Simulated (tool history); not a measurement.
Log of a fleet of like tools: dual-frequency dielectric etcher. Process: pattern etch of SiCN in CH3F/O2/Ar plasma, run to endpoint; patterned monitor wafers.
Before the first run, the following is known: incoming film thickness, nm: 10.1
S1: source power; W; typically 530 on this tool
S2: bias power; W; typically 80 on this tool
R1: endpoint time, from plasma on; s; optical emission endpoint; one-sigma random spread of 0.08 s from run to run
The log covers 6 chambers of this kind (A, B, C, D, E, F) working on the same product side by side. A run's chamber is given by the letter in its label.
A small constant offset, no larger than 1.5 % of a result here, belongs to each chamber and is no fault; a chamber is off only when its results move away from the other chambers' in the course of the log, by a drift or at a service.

{"hour": 1.7, "done": "chamber F: wet clean of the chamber"}
{"run": "1E", "hour": 5.2, "S1": 530, "S2": 80, "R1": 23.413}
{"run": "2B", "hour": 12.7, "S1": 530, "S2": 80, "R1": 23.071}
{"run": "3A", "hour": 21.5, "S1": 530, "S2": 80, "R1": 23.137}
{"run": "4D", "hour": 28.9, "S1": 530, "S2": 80, "R1": 23.198}
{"run": "5C", "hour": 33.6, "S1": 530, "S2": 80, "R1": 23.622}
{"run": "6F", "hour": 42.4, "S1": 530, "S2": 80, "R1": 23.202}
{"run": "7E", "hour": 50.0, "S1": 530, "S2": 80, "R1": 23.331}
{"run": "8D", "hour": 60.0, "S1": 530, "S2": 65, "R1": 25.032}
{"run": "9A", "hour": 66.9, "S1": 530, "S2": 65, "R1": 25.086}
{"run": "10F", "hour": 72.1, "S1": 530, "S2": 65, "R1": 24.779}
{"run": "11B", "hour": 81.9, "S1": 530, "S2": 65, "R1": 24.848}
{"run": "12C", "hour": 87.0, "S1": 530, "S2": 65, "R1": 25.244}
{"run": "13B", "hour": 97.1, "S1": 530, "S2": 65, "R1": 24.965}
{"run": "14C", "hour": 104.4, "S1": 530, "S2": 94, "R1": 22.477}
{"run": "15D", "hour": 114.1, "S1": 530, "S2": 94, "R1": 21.997}
{"run": "16A", "hour": 118.8, "S1": 530, "S2": 94, "R1": 22.011}
{"run": "17F", "hour": 126.3, "S1": 530, "S2": 94, "R1": 21.856}
{"run": "18E", "hour": 135.5, "S1": 530, "S2": 94, "R1": 22.139}
{"hour": 136.2, "done": "chamber E: wet clean of the chamber"}
{"run": "19C", "hour": 144.2, "S1": 530, "S2": 94, "R1": 22.3}
{"run": "20B", "hour": 153.5, "S1": 530, "S2": 80, "R1": 23.206}
{"run": "21A", "hour": 162.2, "S1": 530, "S2": 80, "R1": 23.3}
{"run": "22E", "hour": 166.6, "S1": 530, "S2": 80, "R1": 24.277}
{"run": "23D", "hour": 175.2, "S1": 650, "S2": 94, "R1": 20.322}
{"hour": 176.8, "done": "chamber A: bias power generator calibrated"}
{"run": "24F", "hour": 180.7, "S1": 650, "S2": 94, "R1": 20.241}
{"hour": 184.6, "done": "chamber D: wet clean of the chamber"}
{"run": "25E", "hour": 190.6, "S1": 650, "S2": 94, "R1": 21.238}
{"run": "26B", "hour": 200.1, "S1": 650, "S2": 94, "R1": 20.353}
{"run": "27C", "hour": 209.4, "S1": 650, "S2": 94, "R1": 20.707}
{"run": "28A", "hour": 214.3, "S1": 650, "S2": 94, "R1": 20.405}
{"run": "29F", "hour": 224.5, "S1": 530, "S2": 80, "R1": 23.137}
{"run": "30D", "hour": 233.0, "S1": 530, "S2": 80, "R1": 23.503}
{"run": "31E", "hour": 240.1, "S1": 580, "S2": 74, "R1": 24.081}
{"run": "32F", "hour": 247.8, "S1": 580, "S2": 74, "R1": 22.794}
{"run": "33B", "hour": 253.2, "S1": 580, "S2": 74, "R1": 23.005}
{"run": "34D", "hour": 258.9, "S1": 580, "S2": 74, "R1": 23.137}
{"run": "35C", "hour": 267.1, "S1": 580, "S2": 74, "R1": 23.54}
{"run": "36A", "hour": 274.6, "S1": 580, "S2": 74, "R1": 23.079}

One chamber off, gauge drift, or nothing amiss beyond the chambers' own small offsets? If it is a chamber, which one, and what is the likeliest cause?

Chamber E has stood off from the others ever since a service on it.
Most likely cause: etch rate under this chamber's usual, % = 3.93.

Which of the 4 candidates below, each the usual settings with something changed and its results left as question marks, puts chamber E back in line with what the other chambers give on the usual settings?
Counts as in line when no further than this from what the other chambers average on the usual settings: R1 0.280 s
{"run": "37E-1", "hour": 281.9, "S1": 470, "S2": 80, "R1": "?"}
{"run": "37E-2", "hour": 281.9, "S1": 590, "S2": 89, "R1": "?"}
{"run": "37E-3", "hour": 281.9, "S1": 560, "S2": 85, "R1": "?"}
{"run": "37E-4", "hour": 281.9, "S1": 470, "S2": 72, "R1": "?"}

Average result of the remaining chambers running the usual settings: R1 23.297 s
run=37E-1 R1=25.479
run=37E-2 R1=22.497
run=37E-3 R1=23.329
run=37E-4 R1=26.456
37E-3 puts the chamber back in line with the other chambers.

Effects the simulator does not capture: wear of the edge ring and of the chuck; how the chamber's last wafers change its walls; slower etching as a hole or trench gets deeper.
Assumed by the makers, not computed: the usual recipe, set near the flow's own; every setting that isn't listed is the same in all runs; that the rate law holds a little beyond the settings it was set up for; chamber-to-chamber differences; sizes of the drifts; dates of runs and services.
